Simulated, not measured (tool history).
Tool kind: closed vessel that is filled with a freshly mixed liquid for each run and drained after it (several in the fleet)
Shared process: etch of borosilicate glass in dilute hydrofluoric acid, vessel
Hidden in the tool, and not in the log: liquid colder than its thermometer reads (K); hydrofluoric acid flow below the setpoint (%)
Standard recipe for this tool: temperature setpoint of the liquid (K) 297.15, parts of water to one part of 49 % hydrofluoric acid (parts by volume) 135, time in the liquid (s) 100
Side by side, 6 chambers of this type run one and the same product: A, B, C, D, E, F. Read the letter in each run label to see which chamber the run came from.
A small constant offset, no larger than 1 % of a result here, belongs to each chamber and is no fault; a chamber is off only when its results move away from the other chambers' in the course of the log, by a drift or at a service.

run	hour	temperature setpoint of the liquid (K)	parts of water to one part of 49 % hydrofluoric acid (parts by volume)	time in the liquid (s)	hours since the thermometer was replaced	hours since the hydrofluoric acid flow meter was replaced	read-back film thickness of the borosilicate glass reference wafer, read on the same gauge (nm)	thickness taken off the borosilicate glass on a monitor wafer (angstrom)
1F	9.3	297.15	135	100	518.8	834.3	40.014	141.770
2B	19.2	297.15	135	100	629.9	1351.7	39.985	139.610
3C	29.4	297.15	135	100	711.5	578.0	39.991	143.830
4A	35.4	297.15	135	100	2035.1	619.6	39.936	140.430
# hour 36.9: chamber B: thermometer replaced
5D	42.5	297.15	135	100	1674.7	2098.6	39.962	141.770
6E	55.5	297.15	135	100	899.8	224.7	39.996	140.510
# hour 57.6: chamber B: hydrofluoric acid flow meter replaced
7A	67.5	297.15	135	100	2067.2	651.7	39.998	142.480
8F	73.3	297.15	135	100	582.8	898.3	40.001	141.200
# hour 74.5: chamber A: hydrofluoric acid flow meter replaced
9D	81.9	297.15	135	100	1714.1	2138.0	39.990	142.650
10B	93.4	297.15	135	100	56.5	35.8	39.977	140.610
11E	102.0	297.15	135	100	946.3	271.2	39.993	141.640
12C	108.2	297.15	135	100	790.3	656.8	39.978	143.080
13D	117.3	301.15	135	60	1749.5	2173.4	39.986	99.532
14C	129.3	301.15	135	60	811.4	677.9	39.985	99.952
15B	141.1	301.15	135	60	104.2	83.5	40.051	97.759
16A	152.0	301.15	135	60	2151.7	77.5	40.003	99.167
17F	164.9	301.15	135	60	674.4	989.9	39.997	98.493
18E	173.4	301.15	135	60	1017.7	342.6	40.018	98.225
19B	182.7	297.15	135	100	145.8	125.1	40.003	140.430
# hour 183.3: chamber F: thermometer replaced
20E	189.2	297.15	135	100	1033.5	358.4	39.956	141.380
21D	201.4	297.15	135	100	1833.6	2257.5	39.994	140.610
22C	213.4	297.15	135	100	895.5	762.0	40.011	142.210
23A	219.6	297.15	135	100	2219.3	145.1	39.999	140.700
24F	229.2	297.15	135	100	45.9	1054.2	40.001	141.430
25F	239.2	297.15	135	100	55.9	1064.2	39.968	141.510
26C	249.8	297.15	195	100	931.9	798.4	40.002	92.885
27B	256.9	297.15	195	100	220.0	199.3	39.981	91.532
28E	268.6	297.15	195	100	1112.9	437.8	40.008	91.022
29D	281.7	297.15	195	100	1913.9	2337.8	40.010	88.888
30A	294.6	297.15	195	100	2294.3	220.1	40.016	90.939
31F	305.7	297.15	195	100	122.4	1130.7	40.015	92.934
32B	313.6	292.65	90	100	276.7	256.0	40.026	184.600
33A	319.9	292.65	90	100	2319.6	245.4	39.974	186.310
34C	328.7	292.65	90	100	1010.8	877.3	40.003	184.700
35D	338.3	292.65	90	100	1970.5	2394.4	39.965	181.940
# hour 339.7: chamber E: thermometer replaced
36E	345.3	292.65	90	100	5.7	514.5	40.016	186.100
37C	355.0	292.65	90	100	1037.1	903.6	40.005	185.240
38D	367.3	297.15	135	100	1999.5	2423.4	39.986	136.460
39A	380.6	297.15	135	100	2380.3	306.1	39.972	141.160
40F	393.6	293.15	135	135	210.3	1218.6	40.015	162.470
41E	403.4	293.15	135	135	63.8	572.6	40.024	162.050
42B	410.0	293.15	135	135	373.1	352.4	39.935	161.430
43B	423.1	293.15	135	135	386.2	365.5	40.018	163.640
44E	430.4	293.15	135	135	90.8	599.6	39.968	163.520

The same settings go to every chamber for the next run, one line per chamber below. Forecast the results for each:
45A	439.9	297.15	185	100				?
45B	439.9	297.15	185	100				?
45C	439.9	297.15	185	100				?
45D	439.9	297.15	185	100				?
45E	439.9	297.15	185	100				?
45F	439.9	297.15	185	100				?

run	thickness taken off the borosilicate glass on a monitor wafer (angstrom)
45A	98.004
45B	97.848
45C	98.779
45D	92.482
45E	96.356
45F	97.889
